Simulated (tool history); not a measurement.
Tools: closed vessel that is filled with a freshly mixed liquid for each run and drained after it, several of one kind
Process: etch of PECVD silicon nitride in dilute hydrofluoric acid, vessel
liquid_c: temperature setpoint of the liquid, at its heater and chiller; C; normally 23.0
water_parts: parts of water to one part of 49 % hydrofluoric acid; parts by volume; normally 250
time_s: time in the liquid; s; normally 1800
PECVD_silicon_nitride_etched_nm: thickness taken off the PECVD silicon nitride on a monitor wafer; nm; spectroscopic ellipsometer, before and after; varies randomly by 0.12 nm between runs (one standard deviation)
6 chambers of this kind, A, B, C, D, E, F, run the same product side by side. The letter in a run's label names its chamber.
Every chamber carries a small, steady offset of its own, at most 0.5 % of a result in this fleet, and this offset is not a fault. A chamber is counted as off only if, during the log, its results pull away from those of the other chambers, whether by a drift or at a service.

run,hour,liquid_c,water_parts,time_s,"read-back film thickness of the PECVD silicon nitride reference wafer, read on the same gauge (nm)",PECVD_silicon_nitride_etched_nm
1D,11.3,23.0,250,1800,29.999,26.505
2F,25.4,23.0,250,1800,29.995,26.524
3B,38.8,23.0,250,1800,29.985,26.521
# hour 51.7: chamber E: thermometer replaced
4C,53.8,23.0,250,1800,29.989,26.348
5A,66.1,23.0,250,1800,29.996,26.600
6E,81.2,23.0,250,1800,29.999,26.346
# hour 84.9: chamber B: thermometer replaced
# hour 94.0: chamber D: hydrofluoric acid flow meter replaced
7E,97.4,23.0,250,1800,29.990,26.552
8D,109.7,23.0,250,1800,29.994,26.513
9F,123.9,23.0,250,1800,30.003,26.514
# hour 129.4: chamber B: hydrofluoric acid flow meter replaced
10A,133.1,23.0,250,1800,29.993,26.218
11B,147.2,23.0,250,1800,30.016,26.655
# hour 155.1: chamber A: thermometer replaced
12C,158.4,26.5,250,1375,30.003,25.214
13E,168.0,26.5,250,1375,29.989,25.149
14F,182.0,26.5,250,1375,29.998,25.136
15D,193.8,26.5,250,1375,30.013,25.180
16A,206.1,26.5,250,1375,29.995,25.065
17B,219.7,26.5,250,1375,29.994,25.412
# hour 225.4: chamber D: thermometer replaced
18C,234.4,23.0,250,1800,30.017,26.307
19A,244.6,23.0,250,1800,29.996,26.419
20C,253.8,23.0,250,1800,29.988,26.338
21F,267.3,23.0,250,1800,30.004,26.398
22E,278.7,23.0,250,1800,30.004,26.499
23B,291.2,27.5,250,1800,29.988,34.739
24D,307.9,27.5,250,1800,29.999,34.696
25B,317.6,27.5,250,1800,29.987,34.778
26E,326.8,27.5,250,1800,29.985,34.608
27C,339.8,27.5,250,1800,29.998,35.001
28D,353.8,27.5,250,1800,30.001,35.236
29F,361.9,23.0,250,1800,30.018,26.285
30A,371.9,23.0,250,1800,29.990,26.511
31D,380.2,23.0,250,1800,29.986,26.440
32F,395.1,23.0,250,1800,30.020,26.134
33B,410.8,23.0,250,1800,29.978,26.337
# hour 422.3: chamber A: hydrofluoric acid flow meter replaced
34E,427.4,23.0,250,1800,29.997,26.385
35C,435.4,23.0,195,1800,29.978,33.873
36A,445.8,23.0,195,1800,30.001,33.576
37A,453.9,23.0,195,1800,29.995,33.768
38D,462.7,23.0,195,1800,29.990,33.989
39F,470.2,23.0,195,1800,30.008,33.016
40E,482.2,23.0,195,1800,29.965,33.635

For the next run the whole fleet of 6 chambers uses the same settings. Give each chamber's results:
41A,494.2,23.0,250,1800,,?
41B,494.2,23.0,250,1800,,?
41C,494.2,23.0,250,1800,,?
41D,494.2,23.0,250,1800,,?
41E,494.2,23.0,250,1800,,?
41F,494.2,23.0,250,1800,,?

run,PECVD_silicon_nitride_etched_nm
41A,26.490
41B,26.540
41C,26.626
41D,26.511
41E,26.237
41F,25.690
